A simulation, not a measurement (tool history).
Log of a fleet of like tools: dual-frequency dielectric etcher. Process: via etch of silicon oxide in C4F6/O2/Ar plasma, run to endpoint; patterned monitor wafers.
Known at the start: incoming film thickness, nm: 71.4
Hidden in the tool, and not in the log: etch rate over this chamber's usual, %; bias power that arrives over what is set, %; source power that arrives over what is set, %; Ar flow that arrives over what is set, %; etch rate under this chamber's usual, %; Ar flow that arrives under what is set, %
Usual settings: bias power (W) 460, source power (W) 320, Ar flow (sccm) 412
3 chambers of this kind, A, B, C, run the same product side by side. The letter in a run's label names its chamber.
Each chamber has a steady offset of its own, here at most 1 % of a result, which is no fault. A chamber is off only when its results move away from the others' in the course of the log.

run	hour	bias power (W)	source power (W)	Ar flow (sccm)	hours since the last wet clean	hours since the last bias power generator calibration	hours since the last source power generator calibration	hours since the last Ar flow controller change	endpoint time (s)
1C	13.2	460	320	412	458	1753.6	3928.8	109.9	18.121
2B	19.1	460	320	412	198	3805.4	165.6	1895.8	18.433
3A	31.3	460	320	412	260.9	286.8	3056.4	627.4	18.114
4C	43.8	460	320	412	488.6	1784.2	3959.4	140.5	18.143
5B	54.9	460	320	412	233.8	3841.2	201.4	1931.6	18.472
6A	62.7	356	350	412	292.3	318.2	3087.8	658.8	19.356
7B	73.8	356	350	412	252.7	3860.1	220.3	1950.5	19.703
8C	82.8	356	350	412	527.6	1823.2	3998.4	179.5	19.227
# hour 93.1: chamber C: wet clean of the chamber
9A	94.1	380	350	412	323.7	349.6	3119.2	690.2	18.931
10C	102.2	380	350	412	9.1	1842.6	4017.8	198.9	18.756
# hour 113.2: chamber C: source power generator calibrated
11B	115.3	380	350	412	294.2	3901.6	261.8	1992	19.331
# hour 116.3: chamber A: wet clean of the chamber
12A	125.2	460	320	412	8.9	380.7	3150.3	721.3	18.17
13A	132.4	460	320	412	16.1	387.9	3157.5	728.5	18.167
14B	143.4	460	320	412	322.3	3929.7	289.9	2020.1	18.645
15C	152.7	460	320	412	59.6	1893.1	39.5	249.4	18.078
16C	158.8	460	320	412	65.7	1899.2	45.6	255.5	18.14
17A	171.2	460	320	412	54.9	426.7	3196.3	767.3	18.289
18B	180.1	460	320	412	359	3966.4	326.6	2056.8	18.756
19A	189	460	320	412	72.7	444.5	3214.1	785.1	18.109
20B	196.7	460	320	412	375.6	3983	343.2	2073.4	18.896
21C	203.1	460	320	412	110	1943.5	89.9	299.8	18.11
22A	210.7	460	320	412	94.4	466.2	3235.8	806.8	18.047
23B	218.6	460	320	412	397.5	4004.9	365.1	2095.3	18.853
24C	228.9	460	320	412	135.8	1969.3	115.7	325.6	18.096
25C	242	460	320	412	148.9	1982.4	128.8	338.7	18.237
26A	253.1	460	320	412	136.8	508.6	3278.2	849.2	18.199
27B	262.2	460	320	412	441.1	4048.5	408.7	2138.9	18.936
# hour 264.1: chamber A: source power generator calibrated
28A	274.4	513	380	412	158.1	529.9	10.3	870.5	16.299
# hour 281.6: chamber B: bias power generator calibrated
29C	284.1	513	380	412	191	2024.5	170.9	380.8	16.347
30B	296.4	513	380	412	475.3	14.8	442.9	2173.1	17.166

Is one chamber off against the others, does the gauge drift, or is nothing wrong? If a chamber is off, say which, and what the likeliest cause is.

Chamber B drifts away from the others.
Cause: etch rate under this chamber's usual, % = 3.86.

Here are 4 candidates for chamber B's next run, each the usual settings with a change, their results left as question marks. Which one brings its results back in line with what the others give on the usual settings?
In line means no further than this from the other chambers' mean on the usual settings: endpoint time (s) 0.28
31B-1	306.1	427	300	421					?
31B-2	306.1	494	340	412					?
31B-3	306.1	517	360	397					?
31B-4	306.1	368	320	412					?

The other chambers' mean on the usual settings: endpoint time (s) 18.112
run	endpoint time (s)
31B-1	20.152
31B-2	18.175
31B-3	17.423
31B-4	20.753
31B-2 brings the chamber back in line.
